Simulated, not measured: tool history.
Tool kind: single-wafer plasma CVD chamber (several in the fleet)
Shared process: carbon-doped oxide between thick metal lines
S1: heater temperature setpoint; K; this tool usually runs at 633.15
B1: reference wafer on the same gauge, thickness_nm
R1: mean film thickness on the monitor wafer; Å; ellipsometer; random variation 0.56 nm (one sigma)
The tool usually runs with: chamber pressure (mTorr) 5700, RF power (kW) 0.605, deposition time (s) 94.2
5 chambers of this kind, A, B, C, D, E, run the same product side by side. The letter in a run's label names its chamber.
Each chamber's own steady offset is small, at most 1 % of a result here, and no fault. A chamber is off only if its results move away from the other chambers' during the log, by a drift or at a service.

run 1B hour=4.5 | S1=633.15 chamber_pressure_(mTorr)=5700 RF_power_(kW)=0.605 deposition_time_(s)=94.2 | B1=586.04 | R1=5316.4
run 2E hour=7.1 | S1=633.15 chamber_pressure_(mTorr)=5700 RF_power_(kW)=0.605 deposition_time_(s)=94.2 | B1=586.12 | R1=5300.6
run 3C hour=10.7 | S1=633.15 chamber_pressure_(mTorr)=5700 RF_power_(kW)=0.605 deposition_time_(s)=94.2 | B1=586.27 | R1=5333.4
run 4D hour=14.2 | S1=633.15 chamber_pressure_(mTorr)=5700 RF_power_(kW)=0.605 deposition_time_(s)=94.2 | B1=586.25 | R1=5287.8
run 5A hour=19.7 | S1=633.15 chamber_pressure_(mTorr)=5700 RF_power_(kW)=0.67 deposition_time_(s)=94.2 | B1=586.27 | R1=5610.5
run 6E hour=24 | S1=633.15 chamber_pressure_(mTorr)=5700 RF_power_(kW)=0.67 deposition_time_(s)=94.2 | B1=586.38 | R1=5642.4
run 7D hour=29 | S1=633.15 chamber_pressure_(mTorr)=5700 RF_power_(kW)=0.67 deposition_time_(s)=94.2 | B1=586.35 | R1=5624.9
run 8B hour=31.6 | S1=633.15 chamber_pressure_(mTorr)=5700 RF_power_(kW)=0.67 deposition_time_(s)=94.2 | B1=586.43 | R1=5652.9
run 9A hour=34.3 | S1=633.15 chamber_pressure_(mTorr)=5700 RF_power_(kW)=0.67 deposition_time_(s)=94.2 | B1=586.56 | R1=5616.5
run 10C hour=38.7 | S1=633.15 chamber_pressure_(mTorr)=4530 RF_power_(kW)=0.535 deposition_time_(s)=94.2 | B1=586.62 | R1=4784.7
run 11C hour=41.4 | S1=633.15 chamber_pressure_(mTorr)=4530 RF_power_(kW)=0.535 deposition_time_(s)=94.2 | B1=586.76 | R1=4779.6
run 12E hour=45.7 | S1=633.15 chamber_pressure_(mTorr)=4530 RF_power_(kW)=0.535 deposition_time_(s)=94.2 | B1=586.67 | R1=4760.7
run 13B hour=49 | S1=633.15 chamber_pressure_(mTorr)=4530 RF_power_(kW)=0.535 deposition_time_(s)=94.2 | B1=586.69 | R1=4769.4
run 14A hour=54.4 | S1=633.15 chamber_pressure_(mTorr)=4530 RF_power_(kW)=0.535 deposition_time_(s)=94.2 | B1=586.78 | R1=4757.6
run 15D hour=57.2 | S1=633.15 chamber_pressure_(mTorr)=5700 RF_power_(kW)=0.605 deposition_time_(s)=94.2 | B1=586.68 | R1=5298.4
run 16B hour=62.7 | S1=633.15 chamber_pressure_(mTorr)=5700 RF_power_(kW)=0.605 deposition_time_(s)=94.2 | B1=586.96 | R1=5320.4
run 17E hour=67.1 | S1=640.15 chamber_pressure_(mTorr)=5700 RF_power_(kW)=0.605 deposition_time_(s)=79 | B1=587.09 | R1=4392.2
run 18C hour=71.6 | S1=640.15 chamber_pressure_(mTorr)=5700 RF_power_(kW)=0.605 deposition_time_(s)=79 | B1=587.1 | R1=4424.9
run 19D hour=74.5 | S1=640.15 chamber_pressure_(mTorr)=5700 RF_power_(kW)=0.605 deposition_time_(s)=79 | B1=587.21 | R1=4383.1
run 20A hour=78.5 | S1=640.15 chamber_pressure_(mTorr)=5700 RF_power_(kW)=0.605 deposition_time_(s)=79 | B1=587.14 | R1=4377.4
run 21B hour=81 | S1=640.15 chamber_pressure_(mTorr)=5700 RF_power_(kW)=0.605 deposition_time_(s)=79 | B1=587.24 | R1=4407.1
run 22C hour=85.9 | S1=645.15 chamber_pressure_(mTorr)=6480 RF_power_(kW)=0.605 deposition_time_(s)=94.2 | B1=587.13 | R1=5292.3
run 23E hour=89.6 | S1=645.15 chamber_pressure_(mTorr)=6480 RF_power_(kW)=0.605 deposition_time_(s)=94.2 | B1=587.42 | R1=5253.2
run 24D hour=94.2 | S1=645.15 chamber_pressure_(mTorr)=6480 RF_power_(kW)=0.605 deposition_time_(s)=94.2 | B1=587.31 | R1=5250.9
run 25A hour=97.1 | S1=645.15 chamber_pressure_(mTorr)=6480 RF_power_(kW)=0.605 deposition_time_(s)=94.2 | B1=587.31 | R1=5235.2
run 26C hour=102.5 | S1=645.15 chamber_pressure_(mTorr)=6480 RF_power_(kW)=0.605 deposition_time_(s)=94.2 | B1=587.55 | R1=5291.9
run 27B hour=107.1 | S1=633.15 chamber_pressure_(mTorr)=5220 RF_power_(kW)=0.605 deposition_time_(s)=78.6 | B1=587.61 | R1=4400.5
run 28D hour=109.6 | S1=633.15 chamber_pressure_(mTorr)=5220 RF_power_(kW)=0.605 deposition_time_(s)=78.6 | B1=587.58 | R1=4383
run 29E hour=113.6 | S1=633.15 chamber_pressure_(mTorr)=5220 RF_power_(kW)=0.605 deposition_time_(s)=78.6 | B1=587.6 | R1=4384.9
run 30A hour=117.2 | S1=633.15 chamber_pressure_(mTorr)=5220 RF_power_(kW)=0.605 deposition_time_(s)=78.6 | B1=587.56 | R1=4379.9
run 31A hour=122.3 | S1=633.15 chamber_pressure_(mTorr)=5220 RF_power_(kW)=0.605 deposition_time_(s)=78.6 | B1=587.85 | R1=4373.4
run 32B hour=127.5 | S1=633.15 chamber_pressure_(mTorr)=4460 RF_power_(kW)=0.605 deposition_time_(s)=94.2 | B1=587.74 | R1=5131.9
run 33E hour=132.5 | S1=633.15 chamber_pressure_(mTorr)=4460 RF_power_(kW)=0.605 deposition_time_(s)=94.2 | B1=587.98 | R1=5136.3
run 34C hour=137.7 | S1=633.15 chamber_pressure_(mTorr)=4460 RF_power_(kW)=0.605 deposition_time_(s)=94.2 | B1=587.98 | R1=5159
run 35D hour=141.9 | S1=633.15 chamber_pressure_(mTorr)=4460 RF_power_(kW)=0.605 deposition_time_(s)=94.2 | B1=587.96 | R1=5121.1
run 36C hour=147.4 | S1=633.15 chamber_pressure_(mTorr)=4460 RF_power_(kW)=0.605 deposition_time_(s)=94.2 | B1=588 | R1=5147.9
run 37E hour=152.2 | S1=633.15 chamber_pressure_(mTorr)=5700 RF_power_(kW)=0.605 deposition_time_(s)=94.2 | B1=588.25 | R1=5327.7
run 38D hour=156.9 | S1=633.15 chamber_pressure_(mTorr)=5700 RF_power_(kW)=0.605 deposition_time_(s)=94.2 | B1=588.2 | R1=5309.7
run 39A hour=161.1 | S1=643.15 chamber_pressure_(mTorr)=5700 RF_power_(kW)=0.605 deposition_time_(s)=94.2 | B1=588.41 | R1=5187.6
run 40B hour=163.5 | S1=643.15 chamber_pressure_(mTorr)=5700 RF_power_(kW)=0.605 deposition_time_(s)=94.2 | B1=588.39 | R1=5234.7
run 41B hour=168.3 | S1=643.15 chamber_pressure_(mTorr)=5700 RF_power_(kW)=0.605 deposition_time_(s)=94.2 | B1=588.57 | R1=5225.1

Each of the 5 chambers runs these same settings next. Fill in every chamber's results:
run 42A hour=172.3 | S1=633.15 chamber_pressure_(mTorr)=5700 RF_power_(kW)=0.605 deposition_time_(s)=86.1 | R1=?
run 42B hour=172.3 | S1=633.15 chamber_pressure_(mTorr)=5700 RF_power_(kW)=0.605 deposition_time_(s)=86.1 | R1=?
run 42C hour=172.3 | S1=633.15 chamber_pressure_(mTorr)=5700 RF_power_(kW)=0.605 deposition_time_(s)=86.1 | R1=?
run 42D hour=172.3 | S1=633.15 chamber_pressure_(mTorr)=5700 RF_power_(kW)=0.605 deposition_time_(s)=86.1 | R1=?
run 42E hour=172.3 | S1=633.15 chamber_pressure_(mTorr)=5700 RF_power_(kW)=0.605 deposition_time_(s)=86.1 | R1=?

run=42A R1=4840.4
run=42B R1=4879.5
run=42C R1=4904
run=42D R1=4858.2
run=42E R1=4870.3

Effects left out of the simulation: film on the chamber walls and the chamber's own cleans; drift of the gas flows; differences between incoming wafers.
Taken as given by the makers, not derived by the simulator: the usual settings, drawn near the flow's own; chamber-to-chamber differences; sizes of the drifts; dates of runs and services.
